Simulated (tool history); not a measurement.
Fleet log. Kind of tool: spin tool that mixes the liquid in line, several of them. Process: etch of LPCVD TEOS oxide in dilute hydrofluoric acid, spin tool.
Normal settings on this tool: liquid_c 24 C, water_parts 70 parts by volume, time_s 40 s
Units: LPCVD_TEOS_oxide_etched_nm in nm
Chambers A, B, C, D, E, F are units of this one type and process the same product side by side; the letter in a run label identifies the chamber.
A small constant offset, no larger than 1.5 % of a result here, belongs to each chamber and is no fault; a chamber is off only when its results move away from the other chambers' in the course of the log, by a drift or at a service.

| run | hour | liquid_c | water_parts | time_s | read-back film thickness of the LPCVD TEOS oxide reference wafer, read on the same gauge (nm) | LPCVD_TEOS_oxide_etched_nm |
|---|---|---|---|---|---|---|
| 1B | 4.2 | 24 | 70 | 40 | 140 | 15.399 |
| 2C | 6.8 | 24 | 70 | 40 | 140 | 15.68 |
| 3E | 10.1 | 24 | 70 | 40 | 140 | 15.625 |
| 4F | 13 | 24 | 70 | 40 | 140 | 15.623 |
| 5D | 15.8 | 24 | 70 | 40 | 140.03 | 15.776 |
| 6A | 20.6 | 26.5 | 70 | 40 | 140.01 | 17.325 |
| 7F | 24.7 | 26.5 | 70 | 40 | 139.99 | 17.245 |
| 8C | 28 | 26.5 | 70 | 40 | 140.01 | 17.437 |
| 9E | 32.6 | 26.5 | 70 | 40 | 139.99 | 17.422 |
| 10A | 35.9 | 26.5 | 70 | 40 | 140.02 | 17.333 |
| 11B | 39.7 | 26.5 | 70 | 40 | 140.03 | 17.075 |
| 12D | 42.1 | 24 | 70 | 40 | 140.01 | 15.587 |
| 13F | 44.9 | 24 | 70 | 40 | 139.98 | 15.903 |
| 14B | 49.2 | 24 | 70 | 40 | 140.03 | 15.737 |
| 15E | 53.2 | 24 | 70 | 40 | 140.01 | 15.632 |
| 16A | 56.6 | 24 | 70 | 40 | 139.96 | 15.646 |
| 17C | 59.3 | 24 | 70 | 40 | 140.01 | 15.453 |
| 18D | 63.4 | 24 | 70 | 40 | 139.99 | 15.936 |
| 19C | 68.2 | 24 | 55 | 40 | 140.03 | 20.027 |
| 20A | 70.9 | 24 | 55 | 40 | 140 | 20.36 |
| 21D | 75.9 | 24 | 55 | 40 | 140.02 | 20.252 |
| 22B | 79.2 | 24 | 55 | 40 | 140.02 | 20.345 |
| 23F | 84.4 | 24 | 55 | 40 | 139.98 | 20.739 |
| 24E | 87.5 | 24 | 55 | 40 | 140 | 20.607 |
| 25A | 90.7 | 24 | 70 | 40 | 140.02 | 15.545 |
| 26F | 95 | 24 | 70 | 40 | 139.99 | 16.025 |
| 27E | 98.7 | 24 | 70 | 40 | 140.02 | 15.827 |
|  | 101.6 | chamber E: hydrofluoric acid flow meter replaced |
| 28C | 101.7 | 24 | 70 | 40 | 140.01 | 15.683 |
| 29B | 104 | 24 | 70 | 40 | 140.01 | 15.713 |
| 30D | 106.4 | 24 | 70 | 40 | 139.98 | 15.708 |
| 31B | 109.5 | 24 | 70 | 40 | 140.02 | 15.547 |
| 32E | 113.7 | 24 | 70 | 40 | 139.99 | 15.617 |
| 33D | 118.3 | 24 | 70 | 40 | 139.97 | 15.906 |
| 34F | 122.4 | 24 | 70 | 40 | 140.03 | 16.331 |
| 35A | 125.6 | 29 | 70 | 60 | 140.02 | 28.705 |
| 36C | 130.4 | 29 | 70 | 60 | 140 | 28.654 |
| 37C | 133.8 | 29 | 70 | 60 | 139.99 | 28.644 |
| 38D | 136.3 | 29 | 70 | 60 | 140.02 | 28.966 |

The same settings go to every chamber for the next run, one line per chamber below. Forecast the results for each:
| 39A | 140 | 24 | 70 | 40 |  | ? |
| 39B | 140 | 24 | 70 | 40 |  | ? |
| 39C | 140 | 24 | 70 | 40 |  | ? |
| 39D | 140 | 24 | 70 | 40 |  | ? |
| 39E | 140 | 24 | 70 | 40 |  | ? |
| 39F | 140 | 24 | 70 | 40 |  | ? |

| run | LPCVD_TEOS_oxide_etched_nm |
|---|---|
| 39A | 15.602 |
| 39B | 15.452 |
| 39C | 15.673 |
| 39D | 15.835 |
| 39E | 15.609 |
| 39F | 16.2 |

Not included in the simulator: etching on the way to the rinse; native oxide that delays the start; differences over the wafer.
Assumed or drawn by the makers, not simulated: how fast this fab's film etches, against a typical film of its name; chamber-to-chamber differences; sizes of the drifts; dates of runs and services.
